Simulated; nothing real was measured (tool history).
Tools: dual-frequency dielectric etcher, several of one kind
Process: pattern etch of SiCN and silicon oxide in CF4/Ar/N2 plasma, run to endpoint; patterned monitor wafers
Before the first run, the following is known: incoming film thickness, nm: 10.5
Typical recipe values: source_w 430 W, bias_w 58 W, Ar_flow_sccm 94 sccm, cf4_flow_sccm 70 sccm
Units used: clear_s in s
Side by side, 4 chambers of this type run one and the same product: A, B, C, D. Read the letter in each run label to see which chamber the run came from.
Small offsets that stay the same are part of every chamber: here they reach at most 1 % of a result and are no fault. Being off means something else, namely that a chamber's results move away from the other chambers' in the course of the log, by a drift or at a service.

run	hour	source_w	bias_w	Ar_flow_sccm	cf4_flow_sccm	clear_s
1A	4.2	430	58	94	70	13.410
2D	8.3	430	58	94	70	13.542
3B	12.5	430	58	94	70	13.540
4C	14.5	430	58	94	70	13.391
5D	17.1	430	58	94	70	13.584
6C	21.3	430	58	94	70	13.415
7A	24.2	430	58	94	70	13.551
8B	26.6	430	58	94	70	13.671
9D	29.2	430	58	94	70	13.543
10B	32.9	430	58	94	70	13.555
11A	36.6	430	58	94	70	13.456
12C	40.3	430	58	94	70	13.335
13B	43.1	430	58	94	70	13.471
14C	46.6	430	58	94	70	13.428
15D	49.4	430	58	94	70	13.527
16A	52.1	350	58	94	80	15.926
17A	54.2	350	58	94	80	15.886
18C	56.3	350	58	94	80	15.872
19B	58.4	350	58	94	80	16.077
# hour 59.5: chamber C: wet clean of the chamber
# hour 61.5: chamber A: wet clean of the chamber
20D	62.6	430	58	94	70	13.522
21B	64.7	430	58	94	70	13.499
22C	68.6	430	58	94	70	13.214
23A	71.3	430	58	94	70	13.489
24D	74.0	430	58	94	70	13.591
25B	76.2	430	58	94	70	13.697
26A	80.2	490	58	94	84	11.669
27C	84.3	490	58	94	84	11.344
28D	88.3	490	58	94	84	11.518
29D	90.8	490	58	94	84	11.727
30B	93.6	430	58	94	70	13.776
31A	97.8	350	58	94	70	16.226
32C	100.9	350	58	94	70	15.597
33C	104.6	350	58	94	70	15.561

Has any chamber moved away from the others, gradually or after a service, or does the common gauge drift, or do the chambers differ only by their own small steady offsets? State the chamber and the most likely cause if one applies.

Little by little, chamber C moves away from the other chambers.
What lies behind it: source power that arrives over what is set, % = 4.5.

Which of the 4 candidates below, each the usual settings with something changed and its results left as question marks, puts chamber C back in line with what the other chambers give on the usual settings?
In line here means within this much of the mean the other chambers give on the usual settings: clear_s 0.270 s
34C-1	107.9	430	58	69	70	?
34C-2	107.9	430	67	85	76	?
34C-3	107.9	430	47	94	63	?
34C-4	107.9	410	58	95	70	?

On the usual settings, the other chambers give on average: clear_s 13.528 s
run	clear_s
34C-1	12.379
34C-2	12.054
34C-3	14.082
34C-4	13.552
34C-4 brings the chamber back in line.

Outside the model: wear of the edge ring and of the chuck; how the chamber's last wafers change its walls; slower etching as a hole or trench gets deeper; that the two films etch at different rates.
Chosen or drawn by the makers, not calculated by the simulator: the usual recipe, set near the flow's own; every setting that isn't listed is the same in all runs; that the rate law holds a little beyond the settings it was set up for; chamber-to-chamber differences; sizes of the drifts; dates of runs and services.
